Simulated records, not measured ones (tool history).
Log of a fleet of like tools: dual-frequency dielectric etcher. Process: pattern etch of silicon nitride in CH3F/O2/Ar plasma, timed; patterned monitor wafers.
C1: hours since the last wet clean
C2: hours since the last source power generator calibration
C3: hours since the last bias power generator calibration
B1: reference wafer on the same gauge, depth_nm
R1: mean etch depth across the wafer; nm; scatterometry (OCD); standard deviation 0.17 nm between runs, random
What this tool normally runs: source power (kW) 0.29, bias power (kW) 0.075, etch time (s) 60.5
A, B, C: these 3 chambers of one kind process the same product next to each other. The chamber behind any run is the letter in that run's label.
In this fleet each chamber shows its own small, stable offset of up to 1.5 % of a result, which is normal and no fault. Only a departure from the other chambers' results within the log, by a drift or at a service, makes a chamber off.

{"run": "1A", "day": 0.217, "source power (kW)": 0.29, "bias power (kW)": 0.075, "etch time (s)": 60.5, "C1": 245.5, "C2": 1491, "C3": 1637, "B1": 35.419, "R1": 38.034}
{"run": "2B", "day": 0.438, "source power (kW)": 0.29, "bias power (kW)": 0.075, "etch time (s)": 60.5, "C1": 496.2, "C2": 1094.7, "C3": 653.3, "B1": 35.374, "R1": 37.74}
{"run": "3C", "day": 0.654, "source power (kW)": 0.29, "bias power (kW)": 0.075, "etch time (s)": 60.5, "C1": 371, "C2": 1872.2, "C3": 215.9, "B1": 35.393, "R1": 37.705}
{"run": "4B", "day": 0.862, "source power (kW)": 0.29, "bias power (kW)": 0.075, "etch time (s)": 60.5, "C1": 506.4, "C2": 1104.9, "C3": 663.5, "B1": 35.402, "R1": 37.708}
{"run": "5C", "day": 1.083, "source power (kW)": 0.23, "bias power (kW)": 0.075, "etch time (s)": 60.5, "C1": 381.3, "C2": 1882.5, "C3": 226.2, "B1": 35.395, "R1": 34.595}
{"run": "6A", "day": 1.296, "source power (kW)": 0.23, "bias power (kW)": 0.075, "etch time (s)": 60.5, "C1": 271.4, "C2": 1516.9, "C3": 1662.9, "B1": 35.397, "R1": 34.986}
{"day": 1.408, "done": "chamber C: wet clean of the chamber"}
{"run": "7C", "day": 1.504, "source power (kW)": 0.23, "bias power (kW)": 0.075, "etch time (s)": 60.5, "C1": 2.3, "C2": 1892.6, "C3": 236.3, "B1": 35.392, "R1": 34.298}
{"run": "8A", "day": 1.65, "source power (kW)": 0.29, "bias power (kW)": 0.075, "etch time (s)": 60.5, "C1": 279.9, "C2": 1525.4, "C3": 1671.4, "B1": 35.408, "R1": 37.711}
{"run": "9B", "day": 1.783, "source power (kW)": 0.29, "bias power (kW)": 0.075, "etch time (s)": 60.5, "C1": 528.5, "C2": 1127, "C3": 685.6, "B1": 35.373, "R1": 37.894}
{"run": "10A", "day": 2.004, "source power (kW)": 0.29, "bias power (kW)": 0.075, "etch time (s)": 60.5, "C1": 288.4, "C2": 1533.9, "C3": 1679.9, "B1": 35.416, "R1": 38.105}
{"run": "11C", "day": 2.154, "source power (kW)": 0.29, "bias power (kW)": 0.075, "etch time (s)": 60.5, "C1": 17.9, "C2": 1908.2, "C3": 251.9, "B1": 35.387, "R1": 37.506}
{"run": "12B", "day": 2.333, "source power (kW)": 0.29, "bias power (kW)": 0.075, "etch time (s)": 60.5, "C1": 541.7, "C2": 1140.2, "C3": 698.8, "B1": 35.407, "R1": 37.849}
{"run": "13C", "day": 2.462, "source power (kW)": 0.29, "bias power (kW)": 0.075, "etch time (s)": 60.5, "C1": 25.3, "C2": 1915.6, "C3": 259.3, "B1": 35.369, "R1": 37.449}
{"run": "14B", "day": 2.65, "source power (kW)": 0.29, "bias power (kW)": 0.075, "etch time (s)": 60.5, "C1": 549.3, "C2": 1147.8, "C3": 706.4, "B1": 35.374, "R1": 37.831}
{"run": "15A", "day": 2.858, "source power (kW)": 0.29, "bias power (kW)": 0.075, "etch time (s)": 60.5, "C1": 308.9, "C2": 1554.4, "C3": 1700.4, "B1": 35.365, "R1": 38.217}
{"run": "16A", "day": 3.067, "source power (kW)": 0.29, "bias power (kW)": 0.075, "etch time (s)": 60.5, "C1": 313.9, "C2": 1559.4, "C3": 1705.4, "B1": 35.384, "R1": 37.801}
{"run": "17C", "day": 3.267, "source power (kW)": 0.29, "bias power (kW)": 0.075, "etch time (s)": 60.5, "C1": 44.6, "C2": 1934.9, "C3": 278.6, "B1": 35.401, "R1": 37.583}
{"run": "18B", "day": 3.458, "source power (kW)": 0.29, "bias power (kW)": 0.075, "etch time (s)": 60.5, "C1": 568.7, "C2": 1167.2, "C3": 725.8, "B1": 35.415, "R1": 37.479}
{"run": "19A", "day": 3.617, "source power (kW)": 0.29, "bias power (kW)": 0.075, "etch time (s)": 60.5, "C1": 327.1, "C2": 1572.6, "C3": 1718.6, "B1": 35.376, "R1": 38.069}
{"run": "20B", "day": 3.729, "source power (kW)": 0.29, "bias power (kW)": 0.067, "etch time (s)": 75, "C1": 575.2, "C2": 1173.7, "C3": 732.3, "B1": 35.404, "R1": 44.991}
{"day": 3.867, "done": "chamber B: wet clean of the chamber"}
{"run": "21C", "day": 3.908, "source power (kW)": 0.29, "bias power (kW)": 0.067, "etch time (s)": 75, "C1": 60, "C2": 1950.3, "C3": 294, "B1": 35.416, "R1": 44.49}
{"run": "22A", "day": 4.046, "source power (kW)": 0.29, "bias power (kW)": 0.067, "etch time (s)": 75, "C1": 337.4, "C2": 1582.9, "C3": 1728.9, "B1": 35.407, "R1": 45.313}
{"run": "23C", "day": 4.204, "source power (kW)": 0.29, "bias power (kW)": 0.075, "etch time (s)": 60.5, "C1": 67.1, "C2": 1957.4, "C3": 301.1, "B1": 35.388, "R1": 37.975}
{"run": "24B", "day": 4.421, "source power (kW)": 0.35, "bias power (kW)": 0.075, "etch time (s)": 60.5, "C1": 13.3, "C2": 1190.3, "C3": 748.9, "B1": 35.396, "R1": 40.922}
{"run": "25B", "day": 4.562, "source power (kW)": 0.35, "bias power (kW)": 0.075, "etch time (s)": 60.5, "C1": 16.7, "C2": 1193.7, "C3": 752.3, "B1": 35.417, "R1": 40.519}
{"run": "26A", "day": 4.683, "source power (kW)": 0.35, "bias power (kW)": 0.075, "etch time (s)": 60.5, "C1": 352.7, "C2": 1598.2, "C3": 1744.2, "B1": 35.39, "R1": 40.678}
{"run": "27C", "day": 4.788, "source power (kW)": 0.29, "bias power (kW)": 0.075, "etch time (s)": 60.5, "C1": 81.1, "C2": 1971.4, "C3": 315.1, "B1": 35.387, "R1": 37.464}
{"run": "28A", "day": 4.992, "source power (kW)": 0.29, "bias power (kW)": 0.075, "etch time (s)": 60.5, "C1": 360.1, "C2": 1605.6, "C3": 1751.6, "B1": 35.409, "R1": 37.68}
{"run": "29C", "day": 5.121, "source power (kW)": 0.29, "bias power (kW)": 0.075, "etch time (s)": 60.5, "C1": 89.1, "C2": 1979.4, "C3": 323.1, "B1": 35.411, "R1": 37.305}
{"run": "30B", "day": 5.225, "source power (kW)": 0.29, "bias power (kW)": 0.075, "etch time (s)": 60.5, "C1": 32.6, "C2": 1209.6, "C3": 768.2, "B1": 35.423, "R1": 38.202}
{"run": "31A", "day": 5.325, "source power (kW)": 0.29, "bias power (kW)": 0.075, "etch time (s)": 60.5, "C1": 368.1, "C2": 1613.6, "C3": 1759.6, "B1": 35.405, "R1": 37.84}
{"run": "32C", "day": 5.475, "source power (kW)": 0.29, "bias power (kW)": 0.075, "etch time (s)": 60.5, "C1": 97.6, "C2": 1987.9, "C3": 331.6, "B1": 35.396, "R1": 37.444}
{"run": "33B", "day": 5.633, "source power (kW)": 0.29, "bias power (kW)": 0.067, "etch time (s)": 60.5, "C1": 42.4, "C2": 1219.4, "C3": 778, "B1": 35.424, "R1": 36.401}
{"run": "34C", "day": 5.808, "source power (kW)": 0.29, "bias power (kW)": 0.067, "etch time (s)": 60.5, "C1": 105.6, "C2": 1995.9, "C3": 339.6, "B1": 35.45, "R1": 36.154}
{"run": "35A", "day": 5.929, "source power (kW)": 0.29, "bias power (kW)": 0.067, "etch time (s)": 60.5, "C1": 382.6, "C2": 1628.1, "C3": 1774.1, "B1": 35.395, "R1": 36.185}
{"run": "36B", "day": 6.117, "source power (kW)": 0.29, "bias power (kW)": 0.063, "etch time (s)": 48, "C1": 54, "C2": 1231, "C3": 789.6, "B1": 35.396, "R1": 28.333}
{"run": "37B", "day": 6.342, "source power (kW)": 0.29, "bias power (kW)": 0.063, "etch time (s)": 48, "C1": 59.4, "C2": 1236.4, "C3": 795, "B1": 35.429, "R1": 28.179}
{"run": "38C", "day": 6.512, "source power (kW)": 0.29, "bias power (kW)": 0.063, "etch time (s)": 48, "C1": 122.5, "C2": 2012.8, "C3": 356.5, "B1": 35.425, "R1": 27.873}

All chambers now run identical settings, listed one chamber a line with results as question marks. What results will each chamber show?
{"run": "39A", "day": 6.675, "source power (kW)": 0.25, "bias power (kW)": 0.075, "etch time (s)": 60.5, "R1": "?"}
{"run": "39B", "day": 6.675, "source power (kW)": 0.25, "bias power (kW)": 0.075, "etch time (s)": 60.5, "R1": "?"}
{"run": "39C", "day": 6.675, "source power (kW)": 0.25, "bias power (kW)": 0.075, "etch time (s)": 60.5, "R1": "?"}

run=39A R1=35.569
run=39B R1=35.865
run=39C R1=35.272

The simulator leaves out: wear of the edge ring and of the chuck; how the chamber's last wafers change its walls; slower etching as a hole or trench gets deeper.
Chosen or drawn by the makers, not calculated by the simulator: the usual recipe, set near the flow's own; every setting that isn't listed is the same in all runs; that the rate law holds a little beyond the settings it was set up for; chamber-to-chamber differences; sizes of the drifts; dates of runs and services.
